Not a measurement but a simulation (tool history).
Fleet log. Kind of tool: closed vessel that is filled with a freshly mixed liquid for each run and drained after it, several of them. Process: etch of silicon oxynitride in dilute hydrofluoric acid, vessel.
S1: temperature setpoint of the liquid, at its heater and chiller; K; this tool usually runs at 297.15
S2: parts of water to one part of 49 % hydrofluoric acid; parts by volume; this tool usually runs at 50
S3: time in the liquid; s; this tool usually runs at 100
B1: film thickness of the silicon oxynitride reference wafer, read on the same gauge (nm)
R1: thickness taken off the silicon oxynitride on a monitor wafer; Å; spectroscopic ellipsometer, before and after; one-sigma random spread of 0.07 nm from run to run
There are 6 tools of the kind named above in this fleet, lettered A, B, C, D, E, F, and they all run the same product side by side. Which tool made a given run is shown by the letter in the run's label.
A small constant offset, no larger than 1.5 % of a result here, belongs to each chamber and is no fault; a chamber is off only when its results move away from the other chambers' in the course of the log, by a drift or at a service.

| run | hour | S1 | S2 | S3 | B1 | R1 |
|---|---|---|---|---|---|---|
| 1B | 8.9 | 297.15 | 50 | 100 | 89.999 | 75.002 |
|  | 9 | chamber F: hydrofluoric acid flow meter replaced |
| 2D | 16.9 | 297.15 | 50 | 100 | 90.033 | 74.94 |
| 3C | 25.1 | 297.15 | 50 | 100 | 90.012 | 74.102 |
| 4A | 34.7 | 297.15 | 50 | 100 | 90.027 | 73.825 |
| 5E | 41.7 | 297.15 | 50 | 100 | 89.995 | 74.326 |
| 6F | 48.7 | 297.15 | 50 | 145 | 90.002 | 104.37 |
| 7F | 57.8 | 297.15 | 50 | 145 | 89.992 | 107.62 |
| 8E | 64.1 | 297.15 | 50 | 145 | 90.008 | 105.91 |
| 9D | 71.2 | 297.15 | 50 | 145 | 90.008 | 108.16 |
| 10A | 80.6 | 297.15 | 50 | 145 | 89.996 | 109.56 |
| 11B | 85.4 | 297.15 | 50 | 145 | 89.986 | 109.69 |
| 12C | 90.7 | 292.65 | 30 | 100 | 89.989 | 98.798 |
| 13F | 98.4 | 292.65 | 30 | 100 | 90.003 | 100.04 |
|  | 98.5 | chamber A: hydrofluoric acid flow meter replaced |
| 14A | 107.3 | 292.65 | 30 | 100 | 90.018 | 102.62 |
| 15D | 111.5 | 292.65 | 30 | 100 | 90.008 | 99.086 |
| 16B | 120.3 | 292.65 | 30 | 100 | 90.02 | 104 |
| 17C | 128.3 | 292.65 | 30 | 100 | 90.025 | 101.39 |
| 18E | 136.2 | 297.15 | 50 | 100 | 89.998 | 74.095 |
| 19B | 144.4 | 298.65 | 50 | 70 | 89.988 | 58.379 |
| 20D | 149.4 | 298.65 | 50 | 70 | 89.971 | 55.97 |
| 21C | 156.1 | 298.65 | 50 | 70 | 90.013 | 56.594 |
| 22E | 164.8 | 298.65 | 50 | 70 | 90.041 | 55.907 |
| 23A | 172.2 | 298.65 | 50 | 70 | 90.024 | 55.744 |
| 24F | 177.7 | 298.65 | 50 | 70 | 90.005 | 56.423 |
| 25F | 186.7 | 297.15 | 75 | 50 | 89.993 | 24.099 |
| 26A | 192.8 | 297.15 | 75 | 50 | 89.998 | 24.415 |
| 27E | 197.7 | 297.15 | 75 | 50 | 89.972 | 24.133 |
| 28D | 205.7 | 297.15 | 75 | 50 | 89.992 | 24.098 |
| 29C | 211.2 | 297.15 | 75 | 50 | 90.002 | 24.105 |
| 30B | 218.4 | 297.15 | 75 | 50 | 89.991 | 26.154 |
| 31E | 222.6 | 297.15 | 50 | 100 | 89.993 | 71.411 |
| 32D | 227.7 | 297.15 | 50 | 100 | 90.026 | 73.399 |
| 33F | 235.7 | 297.15 | 50 | 100 | 89.982 | 74.921 |
| 34A | 243.1 | 297.15 | 60 | 120 | 90.015 | 73.203 |
| 35C | 251.2 | 297.15 | 60 | 120 | 90.013 | 74.533 |
| 36B | 258.4 | 297.15 | 60 | 120 | 89.995 | 81.944 |
| 37D | 267.7 | 297.15 | 60 | 120 | 89.993 | 73.801 |

All 6 chambers run these settings next. Forecast each chamber's results:
| 38A | 274.5 | 297.15 | 50 | 100 |  | ? |
| 38B | 274.5 | 297.15 | 50 | 100 |  | ? |
| 38C | 274.5 | 297.15 | 50 | 100 |  | ? |
| 38D | 274.5 | 297.15 | 50 | 100 |  | ? |
| 38E | 274.5 | 297.15 | 50 | 100 |  | ? |
| 38F | 274.5 | 297.15 | 50 | 100 |  | ? |

| run | R1 |
|---|---|
| 38A | 75.83 |
| 38B | 82.785 |
| 38C | 72.7 |
| 38D | 73.789 |
| 38E | 72.35 |
| 38F | 74.261 |

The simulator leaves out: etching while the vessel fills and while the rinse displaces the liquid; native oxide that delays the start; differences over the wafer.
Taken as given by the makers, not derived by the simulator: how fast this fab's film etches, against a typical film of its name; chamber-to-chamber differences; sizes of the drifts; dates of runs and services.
